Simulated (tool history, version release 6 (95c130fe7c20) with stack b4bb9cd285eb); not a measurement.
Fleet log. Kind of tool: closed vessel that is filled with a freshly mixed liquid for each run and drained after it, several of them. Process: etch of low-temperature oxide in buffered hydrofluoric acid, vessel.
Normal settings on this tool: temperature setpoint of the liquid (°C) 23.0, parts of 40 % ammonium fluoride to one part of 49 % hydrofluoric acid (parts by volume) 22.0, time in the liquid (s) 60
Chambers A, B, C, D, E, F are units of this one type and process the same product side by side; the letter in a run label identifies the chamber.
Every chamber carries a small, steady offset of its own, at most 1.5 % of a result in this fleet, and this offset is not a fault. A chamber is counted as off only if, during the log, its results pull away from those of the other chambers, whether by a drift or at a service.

run,hour,temperature setpoint of the liquid (°C),parts of 40 % ammonium fluoride to one part of 49 % hydrofluoric acid (parts by volume),time in the liquid (s),"read-back film thickness of the low-temperature oxide reference wafer, read on the same gauge (nm)",thickness taken off the low-temperature oxide on a monitor wafer (angstrom)
1D,7.6,23.0,22.0,60,30.016,795.94
2E,12.7,23.0,22.0,60,29.992,805.66
3B,19.7,23.0,22.0,60,30.025,803.82
# hour 25.3: chamber D: thermometer replaced
4F,28.6,23.0,22.0,60,30.014,794.07
5A,37.6,23.0,28.0,60,29.987,666.44
6C,47.3,23.0,28.0,60,30.012,672.33
7A,54.6,23.0,28.0,60,29.980,674.75
8D,63.2,23.0,28.0,60,30.023,661.22
9F,71.2,23.0,28.0,60,29.969,677.94
10B,77.6,23.0,28.0,60,30.001,685.42
11C,86.0,23.0,22.0,60,29.964,800.37
12E,95.2,23.0,22.0,60,30.012,793.56
13C,102.6,23.0,25.0,30,29.982,369.67
14B,110.7,23.0,25.0,30,30.007,369.40
15A,116.5,23.0,25.0,30,30.011,359.71
16D,121.2,23.0,25.0,30,30.012,367.37
17E,131.1,23.0,25.0,30,30.014,366.45
# hour 138.2: chamber C: thermometer replaced
18F,140.2,23.0,25.0,30,29.997,368.73
19E,144.9,23.0,22.0,60,29.985,790.82
20B,149.7,23.0,22.0,60,30.008,799.66
21A,156.5,27.5,22.0,30,29.999,507.78
22F,162.6,27.5,22.0,30,29.997,507.59
23D,169.3,27.5,22.0,30,29.984,504.74
24C,177.7,27.5,22.0,30,30.003,507.93
25F,186.4,27.5,22.0,30,30.002,514.72
26D,192.1,27.5,22.0,30,30.009,508.27
27A,198.8,23.0,22.0,60,29.987,795.00
28C,208.7,23.0,22.0,60,29.986,798.15
29E,214.3,23.0,22.0,60,30.003,770.88
30B,221.9,23.0,22.0,60,29.989,806.18
31B,228.8,20.0,18.5,60,30.008,784.34
32D,238.5,20.0,18.5,60,29.993,778.13
33A,245.8,20.0,18.5,60,30.016,770.95
34C,255.7,20.0,18.5,60,29.995,785.04
35E,260.8,20.0,18.5,60,29.979,724.58
36F,269.3,20.0,18.5,60,30.000,781.19
37B,279.0,23.0,22.0,60,30.011,814.00
38F,284.3,23.0,22.0,60,30.003,799.18
39D,293.5,23.0,22.0,60,30.004,796.28
40E,303.0,23.0,22.0,60,29.990,739.54
41C,311.0,23.0,22.0,60,30.021,798.89
42A,318.3,23.0,22.0,60,29.967,795.12
43C,325.7,23.0,22.0,60,29.991,791.79
44E,330.2,19.5,22.0,60,30.001,605.79

All 6 chambers run these settings next. Forecast each chamber's results:
45A,337.6,23.0,22.0,40,,?
45B,337.6,23.0,22.0,40,,?
45C,337.6,23.0,22.0,40,,?
45D,337.6,23.0,22.0,40,,?
45E,337.6,23.0,22.0,40,,?
45F,337.6,23.0,22.0,40,,?

run,thickness taken off the low-temperature oxide on a monitor wafer (angstrom)
45A,531.07
45B,534.01
45C,530.18
45D,531.89
45E,492.50
45F,531.48
